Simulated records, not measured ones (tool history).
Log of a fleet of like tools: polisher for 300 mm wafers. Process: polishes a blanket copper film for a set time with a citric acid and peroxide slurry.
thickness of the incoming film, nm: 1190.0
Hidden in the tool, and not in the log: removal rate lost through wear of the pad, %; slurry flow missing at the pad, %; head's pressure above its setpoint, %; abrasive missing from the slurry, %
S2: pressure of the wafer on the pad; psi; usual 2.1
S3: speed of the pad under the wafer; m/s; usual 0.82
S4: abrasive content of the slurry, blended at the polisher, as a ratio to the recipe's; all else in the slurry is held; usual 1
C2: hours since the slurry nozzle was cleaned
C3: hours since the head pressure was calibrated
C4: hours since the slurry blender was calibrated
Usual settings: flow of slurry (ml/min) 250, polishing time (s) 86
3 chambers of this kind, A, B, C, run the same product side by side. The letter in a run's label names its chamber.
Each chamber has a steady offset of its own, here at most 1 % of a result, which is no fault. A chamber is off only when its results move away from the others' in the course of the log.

run 1A day=0.338 | flow_of_slurry_(ml/min)=250 S2=2.1 S3=0.82 S4=1 polishing_time_(s)=86 | wafers_polished_on_this_pad=179 C2=10.7 C3=638.6 C4=105.1 | film_removed_(nm)=105.13
run 2C day=0.754 | flow_of_slurry_(ml/min)=250 S2=2.1 S3=0.82 S4=1 polishing_time_(s)=86 | wafers_polished_on_this_pad=985 C2=437.5 C3=515.9 C4=27.6 | film_removed_(nm)=104.02
run 3B day=1.004 | flow_of_slurry_(ml/min)=250 S2=2.1 S3=0.82 S4=1 polishing_time_(s)=86 | wafers_polished_on_this_pad=804 C2=290.2 C3=1005.8 C4=62.9 | film_removed_(nm)=105.82
run 4B day=1.404 | flow_of_slurry_(ml/min)=250 S2=2.1 S3=0.82 S4=1 polishing_time_(s)=86 | wafers_polished_on_this_pad=863 C2=299.8 C3=1015.4 C4=72.5 | film_removed_(nm)=106.73
run 5C day=1.696 | flow_of_slurry_(ml/min)=250 S2=2.1 S3=0.82 S4=1 polishing_time_(s)=86 | wafers_polished_on_this_pad=1125 C2=460.1 C3=538.5 C4=50.2 | film_removed_(nm)=103.32
run 6A day=2.046 | flow_of_slurry_(ml/min)=250 S2=2.1 S3=0.82 S4=1 polishing_time_(s)=86 | wafers_polished_on_this_pad=432 C2=51.7 C3=679.6 C4=146.1 | film_removed_(nm)=105.24
-- day=2.329 chamber A: slurry blender recalibrated
run 7B day=2.438 | flow_of_slurry_(ml/min)=250 S2=2.1 S3=0.82 S4=1 polishing_time_(s)=86 | wafers_polished_on_this_pad=1016 C2=324.6 C3=1040.2 C4=97.3 | film_removed_(nm)=105.52
run 8A day=2.717 | flow_of_slurry_(ml/min)=250 S2=2.1 S3=0.82 S4=1 polishing_time_(s)=86 | wafers_polished_on_this_pad=531 C2=67.8 C3=695.7 C4=9.3 | film_removed_(nm)=104.59
run 9C day=3.167 | flow_of_slurry_(ml/min)=250 S2=2.1 S3=0.82 S4=1 polishing_time_(s)=86 | wafers_polished_on_this_pad=1342 C2=495.4 C3=573.8 C4=85.5 | film_removed_(nm)=103.84
-- day=3.408 chamber B: slurry blender recalibrated
run 10A day=3.429 | flow_of_slurry_(ml/min)=250 S2=2.1 S3=0.82 S4=1 polishing_time_(s)=86 | wafers_polished_on_this_pad=637 C2=84.9 C3=712.8 C4=26.4 | film_removed_(nm)=104.86
-- day=3.7 chamber B: slurry nozzle cleaned
run 11C day=3.729 | flow_of_slurry_(ml/min)=210 S2=2.1 S3=0.82 S4=1 polishing_time_(s)=86 | wafers_polished_on_this_pad=1426 C2=508.9 C3=587.3 C4=99 | film_removed_(nm)=101.92
run 12B day=4.171 | flow_of_slurry_(ml/min)=210 S2=2.1 S3=0.82 S4=1 polishing_time_(s)=86 | wafers_polished_on_this_pad=1273 C2=11.4 C3=1081.8 C4=18.3 | film_removed_(nm)=104.57
run 13B day=4.45 | flow_of_slurry_(ml/min)=210 S2=2.1 S3=0.82 S4=1 polishing_time_(s)=86 | wafers_polished_on_this_pad=1314 C2=18.1 C3=1088.5 C4=25 | film_removed_(nm)=103.77
run 14C day=4.812 | flow_of_slurry_(ml/min)=250 S2=2.1 S3=0.82 S4=1 polishing_time_(s)=86 | wafers_polished_on_this_pad=1586 C2=534.9 C3=613.3 C4=125 | film_removed_(nm)=104.76
run 15A day=5.058 | flow_of_slurry_(ml/min)=250 S2=2.1 S3=0.82 S4=1 polishing_time_(s)=86 | wafers_polished_on_this_pad=878 C2=124 C3=751.9 C4=65.5 | film_removed_(nm)=103.44
-- day=5.204 chamber C: worn pad replaced by a new one
run 16A day=5.617 | flow_of_slurry_(ml/min)=250 S2=2.1 S3=0.82 S4=1 polishing_time_(s)=86 | wafers_polished_on_this_pad=961 C2=137.4 C3=765.3 C4=78.9 | film_removed_(nm)=105.11
run 17C day=5.983 | flow_of_slurry_(ml/min)=250 S2=2.4 S3=0.6 S4=1 polishing_time_(s)=86 | wafers_polished_on_this_pad=115 C2=563 C3=641.4 C4=153.1 | film_removed_(nm)=87.604
-- day=6.408 chamber B: head pressure recalibrated
run 18B day=6.458 | flow_of_slurry_(ml/min)=250 S2=2.4 S3=0.6 S4=1 polishing_time_(s)=86 | wafers_polished_on_this_pad=1612 C2=66.3 C3=1.2 C4=73.2 | film_removed_(nm)=89.15
-- day=6.871 chamber A: worn pad replaced by a new one
run 19B day=6.938 | flow_of_slurry_(ml/min)=250 S2=2.4 S3=0.6 S4=1 polishing_time_(s)=86 | wafers_polished_on_this_pad=1683 C2=77.8 C3=12.7 C4=84.7 | film_removed_(nm)=88.293
run 20C day=7.2 | flow_of_slurry_(ml/min)=250 S2=2.1 S3=0.82 S4=1 polishing_time_(s)=86 | wafers_polished_on_this_pad=296 C2=592.2 C3=670.6 C4=182.3 | film_removed_(nm)=104.94
run 21A day=7.646 | flow_of_slurry_(ml/min)=250 S2=2.1 S3=0.82 S4=1 polishing_time_(s)=86 | wafers_polished_on_this_pad=115 C2=186.1 C3=814 C4=127.6 | film_removed_(nm)=104.24
run 22B day=8.208 | flow_of_slurry_(ml/min)=250 S2=2.1 S3=0.82 S4=1 polishing_time_(s)=86 | wafers_polished_on_this_pad=1871 C2=108.3 C3=43.2 C4=115.2 | film_removed_(nm)=104.46
-- day=8.325 chamber A: slurry blender recalibrated
run 23C day=8.533 | flow_of_slurry_(ml/min)=250 S2=2.1 S3=0.82 S4=1 polishing_time_(s)=86 | wafers_polished_on_this_pad=493 C2=624.2 C3=702.6 C4=214.3 | film_removed_(nm)=102.96
run 24A day=8.775 | flow_of_slurry_(ml/min)=250 S2=2.1 S3=0.82 S4=1 polishing_time_(s)=86 | wafers_polished_on_this_pad=282 C2=213.2 C3=841.1 C4=10.8 | film_removed_(nm)=105.09
-- day=8.783 chamber C: slurry blender recalibrated
-- day=8.829 chamber B: slurry blender recalibrated
run 25A day=9.129 | flow_of_slurry_(ml/min)=250 S2=2.1 S3=0.82 S4=1 polishing_time_(s)=86 | wafers_polished_on_this_pad=334 C2=221.7 C3=849.6 C4=19.3 | film_removed_(nm)=105.87
run 26B day=9.554 | flow_of_slurry_(ml/min)=250 S2=2.1 S3=0.82 S4=1 polishing_time_(s)=86 | wafers_polished_on_this_pad=2070 C2=140.6 C3=75.5 C4=17.4 | film_removed_(nm)=103.06
run 27C day=9.946 | flow_of_slurry_(ml/min)=250 S2=2.1 S3=0.82 S4=1 polishing_time_(s)=86 | wafers_polished_on_this_pad=702 C2=658.1 C3=736.5 C4=28 | film_removed_(nm)=104.43
run 28C day=10.304 | flow_of_slurry_(ml/min)=250 S2=2.1 S3=0.82 S4=1 polishing_time_(s)=86 | wafers_polished_on_this_pad=755 C2=666.7 C3=745.1 C4=36.6 | film_removed_(nm)=105.63
run 29B day=10.742 | flow_of_slurry_(ml/min)=250 S2=2.1 S3=0.82 S4=1 polishing_time_(s)=86 | wafers_polished_on_this_pad=2246 C2=169.1 C3=104 C4=45.9 | film_removed_(nm)=103.01
run 30A day=11.079 | flow_of_slurry_(ml/min)=250 S2=2.1 S3=0.82 S4=1 polishing_time_(s)=86 | wafers_polished_on_this_pad=623 C2=268.5 C3=896.4 C4=66.1 | film_removed_(nm)=104.42
run 31B day=11.588 | flow_of_slurry_(ml/min)=250 S2=2.1 S3=0.82 S4=1 polishing_time_(s)=86 | wafers_polished_on_this_pad=2371 C2=189.4 C3=124.3 C4=66.2 | film_removed_(nm)=101.4
run 32A day=12.129 | flow_of_slurry_(ml/min)=250 S2=2.1 S3=0.82 S4=1 polishing_time_(s)=86 | wafers_polished_on_this_pad=779 C2=293.7 C3=921.6 C4=91.3 | film_removed_(nm)=104.91
-- day=12.254 chamber C: head pressure recalibrated
run 33C day=12.6 | flow_of_slurry_(ml/min)=335 S2=2.1 S3=0.82 S4=1 polishing_time_(s)=86 | wafers_polished_on_this_pad=1096 C2=721.8 C3=8.3 C4=91.7 | film_removed_(nm)=107.58
run 34B day=13.033 | flow_of_slurry_(ml/min)=335 S2=2.1 S3=0.82 S4=1 polishing_time_(s)=86 | wafers_polished_on_this_pad=2586 C2=224.1 C3=159 C4=100.9 | film_removed_(nm)=104.1
run 35A day=13.433 | flow_of_slurry_(ml/min)=335 S2=2.1 S3=0.82 S4=1 polishing_time_(s)=86 | wafers_polished_on_this_pad=972 C2=325 C3=952.9 C4=122.6 | film_removed_(nm)=106.8
-- day=13.754 chamber A: slurry blender recalibrated
run 36C day=13.892 | flow_of_slurry_(ml/min)=250 S2=2.1 S3=0.82 S4=1 polishing_time_(s)=86 | wafers_polished_on_this_pad=1287 C2=752.8 C3=39.3 C4=122.7 | film_removed_(nm)=104.01
-- day=14.25 chamber B: slurry blender recalibrated
run 37A day=14.271 | flow_of_slurry_(ml/min)=250 S2=2.1 S3=0.82 S4=1 polishing_time_(s)=104 | wafers_polished_on_this_pad=1096 C2=345.1 C3=973 C4=12.4 | film_removed_(nm)=128.54
run 38B day=14.533 | flow_of_slurry_(ml/min)=250 S2=2.1 S3=0.82 S4=1 polishing_time_(s)=104 | wafers_polished_on_this_pad=2808 C2=260.1 C3=195 C4=6.9 | film_removed_(nm)=121.07
-- day=14.592 chamber A: worn pad replaced by a new one
run 39C day=14.958 | flow_of_slurry_(ml/min)=250 S2=2.1 S3=0.82 S4=1 polishing_time_(s)=104 | wafers_polished_on_this_pad=1445 C2=778.4 C3=64.9 C4=148.3 | film_removed_(nm)=125.57
run 40B day=15.288 | flow_of_slurry_(ml/min)=250 S2=2.1 S3=0.82 S4=1 polishing_time_(s)=86 | wafers_polished_on_this_pad=2920 C2=278.2 C3=213.1 C4=25 | film_removed_(nm)=98.22
run 41A day=15.771 | flow_of_slurry_(ml/min)=250 S2=2.1 S3=0.82 S4=1 polishing_time_(s)=86 | wafers_polished_on_this_pad=174 C2=381.1 C3=1009 C4=48.4 | film_removed_(nm)=106.35
run 42C day=16.046 | flow_of_slurry_(ml/min)=250 S2=2.1 S3=0.82 S4=1 polishing_time_(s)=86 | wafers_polished_on_this_pad=1606 C2=804.5 C3=91 C4=174.4 | film_removed_(nm)=103.98
run 43B day=16.329 | flow_of_slurry_(ml/min)=250 S2=2.1 S3=0.82 S4=1 polishing_time_(s)=86 | wafers_polished_on_this_pad=3074 C2=303.2 C3=238.1 C4=50 | film_removed_(nm)=96.271

Is one chamber off against the others, does the gauge drift, or is nothing wrong? If a chamber is off, say which, and what the likeliest cause is.

Chamber B drifts away from the others.
Cause: removal rate lost through wear of the pad, % = 8.02.
The log may not tell that from: slurry flow missing at the pad, %; head's pressure below its setpoint, %.

Here are 4 candidates for chamber B's next run, each the usual settings with a change, their results left as question marks. Which one brings its results back in line with what the others give on the usual settings?
In line means no further than this from the other chambers' mean on the usual settings: film removed (nm) 2.3
run 44B-1 day=16.738 | flow_of_slurry_(ml/min)=250 S2=2.1 S3=0.82 S4=1 polishing_time_(s)=92 | film_removed_(nm)=?
run 44B-2 day=16.738 | flow_of_slurry_(ml/min)=250 S2=2.1 S3=0.82 S4=1 polishing_time_(s)=80 | film_removed_(nm)=?
run 44B-3 day=16.738 | flow_of_slurry_(ml/min)=250 S2=2.1 S3=0.94 S4=1 polishing_time_(s)=86 | film_removed_(nm)=?
run 44B-4 day=16.738 | flow_of_slurry_(ml/min)=250 S2=2 S3=0.78 S4=1 polishing_time_(s)=82 | film_removed_(nm)=?

The other chambers' mean on the usual settings: film removed (nm) 104.56
run=44B-1 film_removed_(nm)=103.82
run=44B-2 film_removed_(nm)=90.281
run=44B-3 film_removed_(nm)=110.47
run=44B-4 film_removed_(nm)=84.192
44B-1 brings the chamber back in line.
